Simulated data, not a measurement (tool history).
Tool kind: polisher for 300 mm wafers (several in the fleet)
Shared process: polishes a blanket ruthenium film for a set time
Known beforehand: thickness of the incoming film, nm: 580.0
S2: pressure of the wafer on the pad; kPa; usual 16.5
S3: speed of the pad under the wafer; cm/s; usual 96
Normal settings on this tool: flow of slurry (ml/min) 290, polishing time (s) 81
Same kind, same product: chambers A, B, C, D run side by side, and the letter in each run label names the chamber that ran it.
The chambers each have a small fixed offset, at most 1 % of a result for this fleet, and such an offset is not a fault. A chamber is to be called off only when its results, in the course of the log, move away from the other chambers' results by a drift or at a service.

{"run": "1B", "hour": 4.5, "flow of slurry (ml/min)": 290, "S2": 16.5, "S3": 96, "polishing time (s)": 81, "film removed (angstrom)": 1105.7}
{"run": "2A", "hour": 8.8, "flow of slurry (ml/min)": 290, "S2": 16.5, "S3": 96, "polishing time (s)": 81, "film removed (angstrom)": 1088.5}
{"run": "3C", "hour": 14.1, "flow of slurry (ml/min)": 290, "S2": 16.5, "S3": 96, "polishing time (s)": 81, "film removed (angstrom)": 1093.1}
{"run": "4D", "hour": 17.8, "flow of slurry (ml/min)": 290, "S2": 16.5, "S3": 96, "polishing time (s)": 81, "film removed (angstrom)": 1058.6}
{"run": "5D", "hour": 21.7, "flow of slurry (ml/min)": 350, "S2": 16.5, "S3": 66, "polishing time (s)": 81, "film removed (angstrom)": 747.81}
{"run": "6B", "hour": 28.3, "flow of slurry (ml/min)": 350, "S2": 16.5, "S3": 66, "polishing time (s)": 81, "film removed (angstrom)": 754.32}
{"hour": 29.3, "done": "chamber D: worn pad replaced by a new one"}
{"run": "7A", "hour": 31.9, "flow of slurry (ml/min)": 350, "S2": 16.5, "S3": 66, "polishing time (s)": 81, "film removed (angstrom)": 765.73}
{"run": "8C", "hour": 38.3, "flow of slurry (ml/min)": 350, "S2": 16.5, "S3": 66, "polishing time (s)": 81, "film removed (angstrom)": 758.13}
{"run": "9C", "hour": 46.2, "flow of slurry (ml/min)": 360, "S2": 16.5, "S3": 96, "polishing time (s)": 90, "film removed (angstrom)": 1231.2}
{"hour": 49.8, "done": "chamber D: head pressure recalibrated"}
{"run": "10A", "hour": 50.9, "flow of slurry (ml/min)": 360, "S2": 16.5, "S3": 96, "polishing time (s)": 90, "film removed (angstrom)": 1203.0}
{"run": "11B", "hour": 56.6, "flow of slurry (ml/min)": 360, "S2": 16.5, "S3": 96, "polishing time (s)": 90, "film removed (angstrom)": 1218.3}
{"hour": 59.0, "done": "chamber D: slurry nozzle cleaned"}
{"run": "12D", "hour": 63.6, "flow of slurry (ml/min)": 360, "S2": 16.5, "S3": 96, "polishing time (s)": 90, "film removed (angstrom)": 1141.8}
{"run": "13C", "hour": 69.7, "flow of slurry (ml/min)": 290, "S2": 16.5, "S3": 96, "polishing time (s)": 81, "film removed (angstrom)": 1092.1}
{"run": "14D", "hour": 74.7, "flow of slurry (ml/min)": 290, "S2": 16.5, "S3": 96, "polishing time (s)": 81, "film removed (angstrom)": 1024.0}
{"hour": 77.3, "done": "chamber A: head pressure recalibrated"}
{"run": "15B", "hour": 78.8, "flow of slurry (ml/min)": 290, "S2": 16.5, "S3": 96, "polishing time (s)": 81, "film removed (angstrom)": 1089.2}
{"run": "16A", "hour": 86.1, "flow of slurry (ml/min)": 290, "S2": 16.5, "S3": 96, "polishing time (s)": 81, "film removed (angstrom)": 1068.5}
{"hour": 86.3, "done": "chamber C: worn pad replaced by a new one"}
{"run": "17A", "hour": 91.3, "flow of slurry (ml/min)": 290, "S2": 16.5, "S3": 96, "polishing time (s)": 81, "film removed (angstrom)": 1077.1}
{"hour": 91.4, "done": "chamber B: worn pad replaced by a new one"}
{"hour": 95.0, "done": "chamber A: worn pad replaced by a new one"}
{"run": "18B", "hour": 96.9, "flow of slurry (ml/min)": 290, "S2": 16.5, "S3": 96, "polishing time (s)": 81, "film removed (angstrom)": 1089.3}
{"run": "19C", "hour": 104.9, "flow of slurry (ml/min)": 290, "S2": 16.5, "S3": 96, "polishing time (s)": 81, "film removed (angstrom)": 1078.6}
{"hour": 111.2, "done": "chamber D: worn pad replaced by a new one"}
{"run": "20D", "hour": 111.3, "flow of slurry (ml/min)": 290, "S2": 16.5, "S3": 96, "polishing time (s)": 55, "film removed (angstrom)": 682.68}
{"run": "21B", "hour": 115.1, "flow of slurry (ml/min)": 290, "S2": 16.5, "S3": 96, "polishing time (s)": 55, "film removed (angstrom)": 741.73}
{"run": "22A", "hour": 120.5, "flow of slurry (ml/min)": 290, "S2": 16.5, "S3": 96, "polishing time (s)": 55, "film removed (angstrom)": 726.11}
{"run": "23D", "hour": 124.1, "flow of slurry (ml/min)": 290, "S2": 16.5, "S3": 96, "polishing time (s)": 55, "film removed (angstrom)": 681.95}
{"run": "24C", "hour": 130.8, "flow of slurry (ml/min)": 385, "S2": 16.5, "S3": 96, "polishing time (s)": 81, "film removed (angstrom)": 1103.6}
{"run": "25A", "hour": 138.6, "flow of slurry (ml/min)": 385, "S2": 16.5, "S3": 96, "polishing time (s)": 81, "film removed (angstrom)": 1106.1}
{"run": "26B", "hour": 145.0, "flow of slurry (ml/min)": 385, "S2": 16.5, "S3": 96, "polishing time (s)": 81, "film removed (angstrom)": 1100.1}
{"run": "27D", "hour": 150.6, "flow of slurry (ml/min)": 385, "S2": 16.5, "S3": 96, "polishing time (s)": 81, "film removed (angstrom)": 1038.4}
{"run": "28C", "hour": 155.4, "flow of slurry (ml/min)": 290, "S2": 16.5, "S3": 96, "polishing time (s)": 81, "film removed (angstrom)": 1087.5}
{"run": "29D", "hour": 160.4, "flow of slurry (ml/min)": 290, "S2": 16.5, "S3": 96, "polishing time (s)": 81, "film removed (angstrom)": 1001.3}
{"run": "30B", "hour": 164.9, "flow of slurry (ml/min)": 290, "S2": 16.5, "S3": 96, "polishing time (s)": 81, "film removed (angstrom)": 1097.6}

Read the log: is a single chamber off, either drifting away or since a service, is the gauge that measures every chamber drifting, or is nothing wrong beyond small per-chamber offsets? Name any odd chamber and what most likely caused it.

Chamber D has stood off from the others ever since a service on it.
What lies behind it: head's pressure below its setpoint, % = 6.47.

Chamber D could run next with any of the 4 candidate recipes listed below; each alters the usual settings, and their results appear as question marks. Which one brings its results back in line with what the other chambers deliver on the usual settings?
A result is in line if it is within this distance of the other chambers' mean on the usual settings: film removed (angstrom) 32.00
{"run": "31D-1", "hour": 170.8, "flow of slurry (ml/min)": 290, "S2": 17.2, "S3": 98, "polishing time (s)": 83, "film removed (angstrom)": "?"}
{"run": "31D-2", "hour": 170.8, "flow of slurry (ml/min)": 295, "S2": 16.5, "S3": 96, "polishing time (s)": 92, "film removed (angstrom)": "?"}
{"run": "31D-3", "hour": 170.8, "flow of slurry (ml/min)": 290, "S2": 16.5, "S3": 88, "polishing time (s)": 81, "film removed (angstrom)": "?"}
{"run": "31D-4", "hour": 170.8, "flow of slurry (ml/min)": 290, "S2": 16.5, "S3": 90, "polishing time (s)": 76, "film removed (angstrom)": "?"}

Other chambers, usual settings, mean: film removed (angstrom) 1087.40
run=31D-1 film_removed_(angstrom)=1093.20
run=31D-2 film_removed_(angstrom)=1141.30
run=31D-3 film_removed_(angstrom)=920.92
run=31D-4 film_removed_(angstrom)=883.39
The answer is 31D-1, which returns the chamber to within the allowed miss of the others.
